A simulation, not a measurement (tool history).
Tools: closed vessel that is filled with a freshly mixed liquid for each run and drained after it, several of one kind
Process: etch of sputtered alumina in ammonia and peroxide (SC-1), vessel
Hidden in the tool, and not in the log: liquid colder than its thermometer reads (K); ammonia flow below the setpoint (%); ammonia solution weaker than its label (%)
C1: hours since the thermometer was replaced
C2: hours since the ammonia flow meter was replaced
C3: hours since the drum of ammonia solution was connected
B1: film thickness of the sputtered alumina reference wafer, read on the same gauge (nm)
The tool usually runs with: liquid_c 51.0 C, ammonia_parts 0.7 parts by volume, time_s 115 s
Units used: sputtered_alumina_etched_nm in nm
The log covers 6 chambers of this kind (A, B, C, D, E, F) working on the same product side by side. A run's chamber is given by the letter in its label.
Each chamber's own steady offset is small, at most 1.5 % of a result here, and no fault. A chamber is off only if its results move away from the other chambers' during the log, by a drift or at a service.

{"hour": 5.6, "done": "chamber B: ammonia flow meter replaced"}
{"run": "1D", "hour": 6.7, "liquid_c": 51.0, "ammonia_parts": 0.7, "time_s": 115, "C1": 367.4, "C2": 46.2, "C3": 301.5, "B1": 130.0, "sputtered_alumina_etched_nm": 9.0679}
{"run": "2B", "hour": 15.1, "liquid_c": 51.0, "ammonia_parts": 0.7, "time_s": 115, "C1": 1113.5, "C2": 9.5, "C3": 86.1, "B1": 129.97, "sputtered_alumina_etched_nm": 9.2045}
{"run": "3F", "hour": 22.1, "liquid_c": 51.0, "ammonia_parts": 0.7, "time_s": 115, "C1": 868.4, "C2": 971.0, "C3": 141.9, "B1": 129.97, "sputtered_alumina_etched_nm": 9.2659}
{"run": "4E", "hour": 27.2, "liquid_c": 51.0, "ammonia_parts": 0.7, "time_s": 115, "C1": 528.2, "C2": 299.1, "C3": 226.2, "B1": 129.99, "sputtered_alumina_etched_nm": 9.2177}
{"hour": 29.8, "done": "chamber A: ammonia flow meter replaced"}
{"run": "5A", "hour": 33.6, "liquid_c": 51.0, "ammonia_parts": 0.7, "time_s": 115, "C1": 219.8, "C2": 3.8, "C3": 338.0, "B1": 130.0, "sputtered_alumina_etched_nm": 9.1893}
{"run": "6C", "hour": 44.1, "liquid_c": 51.0, "ammonia_parts": 0.7, "time_s": 115, "C1": 1789.1, "C2": 997.9, "C3": 342.5, "B1": 129.99, "sputtered_alumina_etched_nm": 9.2679}
{"run": "7D", "hour": 50.1, "liquid_c": 51.0, "ammonia_parts": 1.0, "time_s": 55, "C1": 410.8, "C2": 89.6, "C3": 344.9, "B1": 130.0, "sputtered_alumina_etched_nm": 4.5316}
{"run": "8B", "hour": 61.4, "liquid_c": 51.0, "ammonia_parts": 1.0, "time_s": 55, "C1": 1159.8, "C2": 55.8, "C3": 132.4, "B1": 129.99, "sputtered_alumina_etched_nm": 4.5659}
{"run": "9E", "hour": 67.8, "liquid_c": 51.0, "ammonia_parts": 1.0, "time_s": 55, "C1": 568.8, "C2": 339.7, "C3": 266.8, "B1": 130.03, "sputtered_alumina_etched_nm": 4.5532}
{"run": "10F", "hour": 72.8, "liquid_c": 51.0, "ammonia_parts": 1.0, "time_s": 55, "C1": 919.1, "C2": 1021.7, "C3": 192.6, "B1": 130.0, "sputtered_alumina_etched_nm": 4.6268}
{"run": "11C", "hour": 83.6, "liquid_c": 51.0, "ammonia_parts": 1.0, "time_s": 55, "C1": 1828.6, "C2": 1037.4, "C3": 382.0, "B1": 129.97, "sputtered_alumina_etched_nm": 4.618}
{"hour": 85.9, "done": "chamber C: new drum of ammonia solution connected"}
{"run": "12A", "hour": 88.6, "liquid_c": 51.0, "ammonia_parts": 1.0, "time_s": 55, "C1": 274.8, "C2": 58.8, "C3": 393.0, "B1": 130.04, "sputtered_alumina_etched_nm": 4.5158}
{"run": "13D", "hour": 99.6, "liquid_c": 51.0, "ammonia_parts": 0.7, "time_s": 115, "C1": 460.3, "C2": 139.1, "C3": 394.4, "B1": 129.97, "sputtered_alumina_etched_nm": 9.2543}
{"run": "14A", "hour": 107.8, "liquid_c": 51.0, "ammonia_parts": 0.7, "time_s": 115, "C1": 294.0, "C2": 78.0, "C3": 412.2, "B1": 129.99, "sputtered_alumina_etched_nm": 9.1952}
{"run": "15F", "hour": 114.2, "liquid_c": 51.0, "ammonia_parts": 0.7, "time_s": 115, "C1": 960.5, "C2": 1063.1, "C3": 234.0, "B1": 130.02, "sputtered_alumina_etched_nm": 9.3301}
{"run": "16B", "hour": 121.3, "liquid_c": 51.0, "ammonia_parts": 0.7, "time_s": 115, "C1": 1219.7, "C2": 115.7, "C3": 192.3, "B1": 130.01, "sputtered_alumina_etched_nm": 9.1908}
{"run": "17C", "hour": 128.0, "liquid_c": 51.0, "ammonia_parts": 0.7, "time_s": 115, "C1": 1873.0, "C2": 1081.8, "C3": 42.2, "B1": 130.02, "sputtered_alumina_etched_nm": 9.3345}
{"run": "18E", "hour": 136.6, "liquid_c": 58.5, "ammonia_parts": 0.5, "time_s": 115, "C1": 637.6, "C2": 408.5, "C3": 335.6, "B1": 130.01, "sputtered_alumina_etched_nm": 12.929}
{"run": "19C", "hour": 145.6, "liquid_c": 58.5, "ammonia_parts": 0.5, "time_s": 115, "C1": 1890.6, "C2": 1099.4, "C3": 59.8, "B1": 130.02, "sputtered_alumina_etched_nm": 13.538}
{"run": "20B", "hour": 156.5, "liquid_c": 58.5, "ammonia_parts": 0.5, "time_s": 115, "C1": 1254.9, "C2": 150.9, "C3": 227.5, "B1": 130.02, "sputtered_alumina_etched_nm": 13.476}
{"run": "21A", "hour": 161.7, "liquid_c": 58.5, "ammonia_parts": 0.5, "time_s": 115, "C1": 347.9, "C2": 131.9, "C3": 466.1, "B1": 130.01, "sputtered_alumina_etched_nm": 13.38}
{"run": "22D", "hour": 172.9, "liquid_c": 58.5, "ammonia_parts": 0.5, "time_s": 115, "C1": 533.6, "C2": 212.4, "C3": 467.7, "B1": 130.01, "sputtered_alumina_etched_nm": 13.149}
{"run": "23E", "hour": 180.8, "liquid_c": 58.5, "ammonia_parts": 0.5, "time_s": 115, "C1": 681.8, "C2": 452.7, "C3": 379.8, "B1": 130.0, "sputtered_alumina_etched_nm": 12.815}
{"run": "24F", "hour": 187.5, "liquid_c": 51.0, "ammonia_parts": 0.7, "time_s": 115, "C1": 1033.8, "C2": 1136.4, "C3": 307.3, "B1": 130.01, "sputtered_alumina_etched_nm": 9.3263}
{"run": "25F", "hour": 197.2, "liquid_c": 51.0, "ammonia_parts": 0.8, "time_s": 115, "C1": 1043.5, "C2": 1146.1, "C3": 317.0, "B1": 130.0, "sputtered_alumina_etched_nm": 9.4019}
{"run": "26C", "hour": 207.4, "liquid_c": 51.0, "ammonia_parts": 0.8, "time_s": 115, "C1": 1952.4, "C2": 1161.2, "C3": 121.6, "B1": 129.99, "sputtered_alumina_etched_nm": 9.4252}
{"run": "27D", "hour": 218.3, "liquid_c": 51.0, "ammonia_parts": 0.8, "time_s": 115, "C1": 579.0, "C2": 257.8, "C3": 513.1, "B1": 130.0, "sputtered_alumina_etched_nm": 9.3281}
{"run": "28E", "hour": 224.8, "liquid_c": 51.0, "ammonia_parts": 0.8, "time_s": 115, "C1": 725.8, "C2": 496.7, "C3": 423.8, "B1": 129.98, "sputtered_alumina_etched_nm": 8.9702}
{"run": "29B", "hour": 232.9, "liquid_c": 51.0, "ammonia_parts": 0.8, "time_s": 115, "C1": 1331.3, "C2": 227.3, "C3": 303.9, "B1": 129.98, "sputtered_alumina_etched_nm": 9.4421}
{"run": "30A", "hour": 243.8, "liquid_c": 51.0, "ammonia_parts": 0.8, "time_s": 115, "C1": 430.0, "C2": 214.0, "C3": 548.2, "B1": 130.01, "sputtered_alumina_etched_nm": 9.3403}
{"run": "31F", "hour": 253.9, "liquid_c": 51.0, "ammonia_parts": 0.7, "time_s": 115, "C1": 1100.2, "C2": 1202.8, "C3": 373.7, "B1": 129.99, "sputtered_alumina_etched_nm": 9.3918}
{"run": "32D", "hour": 259.4, "liquid_c": 51.0, "ammonia_parts": 0.7, "time_s": 115, "C1": 620.1, "C2": 298.9, "C3": 554.2, "B1": 130.01, "sputtered_alumina_etched_nm": 9.1564}
{"run": "33B", "hour": 264.8, "liquid_c": 51.0, "ammonia_parts": 0.7, "time_s": 115, "C1": 1363.2, "C2": 259.2, "C3": 335.8, "B1": 130.01, "sputtered_alumina_etched_nm": 9.2255}
{"run": "34A", "hour": 275.2, "liquid_c": 51.0, "ammonia_parts": 0.7, "time_s": 115, "C1": 461.4, "C2": 245.4, "C3": 579.6, "B1": 130.02, "sputtered_alumina_etched_nm": 9.2552}
{"run": "35C", "hour": 282.5, "liquid_c": 51.0, "ammonia_parts": 0.7, "time_s": 115, "C1": 2027.5, "C2": 1236.3, "C3": 196.7, "B1": 130.0, "sputtered_alumina_etched_nm": 9.3641}
{"run": "36E", "hour": 293.0, "liquid_c": 51.0, "ammonia_parts": 0.7, "time_s": 115, "C1": 794.0, "C2": 564.9, "C3": 492.0, "B1": 130.0, "sputtered_alumina_etched_nm": 8.7459}
{"run": "37D", "hour": 298.4, "liquid_c": 51.0, "ammonia_parts": 0.7, "time_s": 115, "C1": 659.1, "C2": 337.9, "C3": 593.2, "B1": 130.01, "sputtered_alumina_etched_nm": 9.1697}
{"run": "38F", "hour": 307.3, "liquid_c": 51.0, "ammonia_parts": 0.7, "time_s": 115, "C1": 1153.6, "C2": 1256.2, "C3": 427.1, "B1": 130.01, "sputtered_alumina_etched_nm": 9.3097}

Next, all 6 chambers run the settings below, one line each with question marks for the results. What does each chamber give?
{"run": "39A", "hour": 315.5, "liquid_c": 51.0, "ammonia_parts": 0.7, "time_s": 115, "sputtered_alumina_etched_nm": "?"}
{"run": "39B", "hour": 315.5, "liquid_c": 51.0, "ammonia_parts": 0.7, "time_s": 115, "sputtered_alumina_etched_nm": "?"}
{"run": "39C", "hour": 315.5, "liquid_c": 51.0, "ammonia_parts": 0.7, "time_s": 115, "sputtered_alumina_etched_nm": "?"}
{"run": "39D", "hour": 315.5, "liquid_c": 51.0, "ammonia_parts": 0.7, "time_s": 115, "sputtered_alumina_etched_nm": "?"}
{"run": "39E", "hour": 315.5, "liquid_c": 51.0, "ammonia_parts": 0.7, "time_s": 115, "sputtered_alumina_etched_nm": "?"}
{"run": "39F", "hour": 315.5, "liquid_c": 51.0, "ammonia_parts": 0.7, "time_s": 115, "sputtered_alumina_etched_nm": "?"}

run=39A sputtered_alumina_etched_nm=9.2038
run=39B sputtered_alumina_etched_nm=9.3582
run=39C sputtered_alumina_etched_nm=9.3632
run=39D sputtered_alumina_etched_nm=9.1779
run=39E sputtered_alumina_etched_nm=8.7113
run=39F sputtered_alumina_etched_nm=9.3268
